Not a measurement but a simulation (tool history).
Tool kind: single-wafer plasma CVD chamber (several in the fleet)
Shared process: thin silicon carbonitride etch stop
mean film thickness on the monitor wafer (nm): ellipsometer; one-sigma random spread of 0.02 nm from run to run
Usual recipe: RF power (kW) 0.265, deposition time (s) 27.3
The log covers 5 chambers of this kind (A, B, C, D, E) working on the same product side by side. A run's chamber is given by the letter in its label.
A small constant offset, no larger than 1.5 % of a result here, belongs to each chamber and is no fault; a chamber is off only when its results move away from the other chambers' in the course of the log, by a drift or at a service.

run	hour	RF power (kW)	deposition time (s)	hours since the last thermocouple change	hours since the last RF generator calibration	read-back reference wafer on the same gauge, thickness_nm	mean film thickness on the monitor wafer (nm)
1C	5.9	0.265	27.3	312.3	281.6	18.996	17.131
2A	8.9	0.265	27.3	19.8	1059.8	18.99	16.849
3D	12.5	0.265	27.3	1364.4	1300.2	18.992	16.865
4E	18	0.265	27.3	2024.9	305.5	18.983	17.057
5B	21.9	0.265	27.3	960	667.7	18.984	16.832
6A	26.4	0.265	27.3	37.3	1077.3	18.985	16.812
7D	30.3	0.265	27.3	1382.2	1318	18.982	16.815
8B	36	0.265	27.3	974.1	681.8	18.974	16.798
# hour 37.5: chamber A: RF generator calibrated
9C	40.8	0.265	31.6	347.2	316.5	18.973	19.827
10E	44.6	0.265	31.6	2051.5	332.1	18.967	19.654
11C	48.1	0.265	31.6	354.5	323.8	18.965	19.872
12E	52.2	0.265	31.6	2059.1	339.7	18.965	19.688
13D	58.1	0.265	31.6	1410	1345.8	18.964	19.483
14B	62.3	0.31	30.1	1000.4	708.1	18.964	19.4
15A	65.7	0.31	30.1	76.6	28.2	18.955	19.483
16D	71.4	0.31	30.1	1423.3	1359.1	18.949	19.403
17C	74.8	0.31	30.1	381.2	350.5	18.951	19.774
18E	81.3	0.31	30.1	2088.2	368.8	18.943	19.67
19A	85.5	0.265	27.3	96.4	48	18.943	16.846
20B	88.7	0.265	27.3	1026.8	734.5	18.94	16.763
21C	91.9	0.265	27.3	398.3	367.6	18.936	17.126
22E	96.8	0.265	27.3	2103.7	384.3	18.933	16.943
23D	100.9	0.265	27.3	1452.8	1388.6	18.929	16.769
24A	104.3	0.265	27.3	115.2	66.8	18.927	16.86
25B	111	0.265	27.3	1049.1	756.8	18.922	16.795
26D	116.3	0.265	27.3	1468.2	1404	18.927	16.783
27B	120.3	0.265	27.3	1058.4	766.1	18.915	16.77
28E	125.6	0.265	27.3	2132.5	413.1	18.915	16.937
29C	129.9	0.3	29.9	436.3	405.6	18.91	19.447
30A	133.7	0.3	29.9	144.6	96.2	18.91	19.145

Next, all 5 chambers run the settings below, one line each with question marks for the results. What does each chamber give?
31A	138.6	0.265	27.3				?
31B	138.6	0.265	27.3				?
31C	138.6	0.265	27.3				?
31D	138.6	0.265	27.3				?
31E	138.6	0.265	27.3				?

run	mean film thickness on the monitor wafer (nm)
31A	16.783
31B	16.734
31C	17.086
31D	16.722
31E	16.974
